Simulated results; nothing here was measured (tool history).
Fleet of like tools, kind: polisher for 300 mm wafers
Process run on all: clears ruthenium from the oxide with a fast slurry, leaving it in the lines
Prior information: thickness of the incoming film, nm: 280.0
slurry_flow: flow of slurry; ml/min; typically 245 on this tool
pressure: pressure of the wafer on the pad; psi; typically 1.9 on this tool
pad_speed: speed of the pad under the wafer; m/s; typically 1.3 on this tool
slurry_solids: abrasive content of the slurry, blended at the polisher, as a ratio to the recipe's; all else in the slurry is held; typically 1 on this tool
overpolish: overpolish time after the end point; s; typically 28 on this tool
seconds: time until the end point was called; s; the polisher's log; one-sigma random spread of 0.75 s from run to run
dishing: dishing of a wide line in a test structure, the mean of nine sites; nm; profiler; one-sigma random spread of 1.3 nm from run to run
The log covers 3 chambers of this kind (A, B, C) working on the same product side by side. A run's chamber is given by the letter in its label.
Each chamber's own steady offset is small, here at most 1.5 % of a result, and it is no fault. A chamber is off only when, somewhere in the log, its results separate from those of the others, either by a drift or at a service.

run	hour	slurry_flow	pressure	pad_speed	slurry_solids	overpolish	seconds	dishing
1B	3.9	245	1.9	1.3	1	28	70.509	76.746
# hour 6: chamber B: worn pad replaced by a new one
2A	7.1	245	1.9	1.3	1	28	69.882	78.927
3C	9.4	245	1.9	1.3	1	28	70.209	79
# hour 11.1: chamber C: head pressure recalibrated
4C	12	245	1.9	1.3	1	28	69.537	79.251
5B	15.3	245	1.6	1.3	1	28	82.433	69.014
6A	19.5	245	1.6	1.3	1	28	82.247	69.491
7B	22.3	245	1.6	1.3	1	28	84.784	67.328
8A	26.4	245	1.9	1.3	1	28	68.889	80.418
9C	29.7	245	1.9	1.3	1	28	69.085	76.701
10B	31.7	245	1.9	1.3	1	28	70.361	78.149
11C	34.2	245	1.9	1.3	1	28	70.494	75.513
12A	37	245	1.9	1.3	1	28	70.274	77.63
# hour 39.2: chamber B: head pressure recalibrated
13A	40.2	245	1.9	1.3	1	28	71.436	79.702
14C	43.1	245	2.5	1.3	1	22	53.741	81.226
# hour 43.4: chamber A: worn pad replaced by a new one
# hour 45.1: chamber C: worn pad replaced by a new one
15B	46	245	2.5	1.3	1	22	60.81	73.578
# hour 48.6: chamber C: slurry nozzle cleaned
16C	49.7	245	2.5	1.3	1	22	53.977	81.193
17A	53.4	245	1.9	1.3	1	28	71.24	80.152
18B	57.4	245	1.9	1.3	1	28	79.704	71.261
# hour 59.1: chamber B: worn pad replaced by a new one
19A	60.1	245	1.9	1.3	1	28	71.003	78.614
20B	63.5	245	1.9	1.3	1	28	79.692	71.699
21C	65.5	245	1.9	1.3	1	28	69.337	79.937
22A	69.2	245	1.9	1.3	1	28	70.672	78.2
23C	71.7	245	1.9	1.3	1	28	68.972	76.551
24B	75.8	245	1.9	1.3	1	28	78.765	69.214
25B	79.6	245	1.9	1.3	1	28	79.398	70.228
26C	83.6	245	1.4	1.3	1	28	92.727	64.471

Predict what each chamber gives when all 3 of them run the settings below next.
27A	86.6	245	2.2	1.3	1	28	?	?
27B	86.6	245	2.2	1.3	1	28	?	?
27C	86.6	245	2.2	1.3	1	28	?	?

run	seconds	dishing
27A	60.043	88.208
27B	68.704	79.696
27C	59.906	86.777
